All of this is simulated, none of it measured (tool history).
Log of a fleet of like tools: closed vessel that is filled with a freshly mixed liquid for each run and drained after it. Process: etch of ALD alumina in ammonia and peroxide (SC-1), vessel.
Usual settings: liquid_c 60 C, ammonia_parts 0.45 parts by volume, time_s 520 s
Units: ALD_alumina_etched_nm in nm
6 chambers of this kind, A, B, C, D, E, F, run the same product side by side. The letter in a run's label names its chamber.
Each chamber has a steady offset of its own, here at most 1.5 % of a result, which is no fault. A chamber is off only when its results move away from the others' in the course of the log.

run,hour,liquid_c,ammonia_parts,time_s,"read-back film thickness of the ALD alumina reference wafer, read on the same gauge (nm)",ALD_alumina_etched_nm
1B,5,60,0.45,520,50.019,39.162
2C,9.7,60,0.45,520,49.954,39.962
3F,14.3,60,0.45,520,50.016,38.57
4E,18.4,60,0.45,520,50.03,39.277
5D,22.6,60,0.45,520,49.969,39.247
6A,27.2,69.5,0.45,315,50.039,38.228
7A,32.6,69.5,0.45,315,49.98,38.281
8B,35.1,69.5,0.45,315,50.002,37.606
9F,40.5,69.5,0.45,315,50.003,37.792
10D,44.4,69.5,0.45,315,50.003,37.785
11C,47.7,69.5,0.45,315,50.019,38.691
12E,51.5,60,0.45,520,50.025,39.428
13F,56.1,60,0.45,520,50.012,38.707
14B,58.7,60,0.45,520,49.987,38.941
15C,61.4,60,0.45,520,50.024,39.401
# hour 66: chamber B: new drum of ammonia solution connected
16A,66.7,60,0.45,520,50.042,38.963
17D,72.1,60,0.45,520,49.99,39.279
18E,75.7,60,0.45,520,50.036,39.476
19E,80.3,60,0.45,520,49.986,39.556
20A,83,60,0.45,520,50.02,39.051
# hour 87: chamber F: new drum of ammonia solution connected
21C,87.3,60,0.45,520,49.999,39.638
22D,92.9,60,0.45,520,49.962,39.252
# hour 94.7: chamber E: ammonia flow meter replaced
23F,95.8,60,0.45,520,49.989,38.724
24B,100.8,60,0.45,520,49.993,38.958
25F,105.5,60,0.45,520,49.976,38.828
26B,109.6,60,0.45,520,49.988,38.942
27D,113.8,54,0.55,520,49.996,29.252
28C,118.7,54,0.55,520,49.992,29.446
29E,122.1,54,0.55,520,50.013,29.857
30A,124.6,54,0.55,520,50.004,29.194
31D,129.7,54,0.55,520,49.988,29.361
32A,134.1,54,0.55,520,50.03,28.955
33B,138.1,60,0.45,520,50.023,39.058
# hour 140.8: chamber B: ammonia flow meter replaced
34E,141.4,60,0.45,520,50.024,40.612
# hour 142.1: chamber F: thermometer replaced
35C,145.9,60,0.45,520,50.008,39.719
36F,149.9,60,0.45,520,49.987,38.496
# hour 152.9: chamber B: thermometer replaced
37F,155,56.5,0.45,520,49.978,32.291
38B,158,56.5,0.45,520,49.978,32.564

Is one chamber off against the others, does the gauge drift, or is nothing wrong? If a chamber is off, say which, and what the likeliest cause is.

Chamber E drifts away from the others.
Cause: liquid hotter than its thermometer reads (K) = 0.776.

Here are 4 candidates for chamber E's next run, each the usual settings with a change, their results left as question marks. Which one brings its results back in line with what the others give on the usual settings?
In line means no further than this from the other chambers' mean on the usual settings: ALD_alumina_etched_nm 0.54 nm
39E-1,162.1,59.5,0.45,510,,?
39E-2,162.1,60.5,0.45,545,,?
39E-3,162.1,60.5,0.45,530,,?
39E-4,162.1,60,0.45,480,,?

The other chambers' mean on the usual settings: ALD_alumina_etched_nm 39.121 nm
run,ALD_alumina_etched_nm
39E-1,38.966
39E-2,43.801
39E-3,42.595
39E-4,37.625
39E-1 brings the chamber back in line.
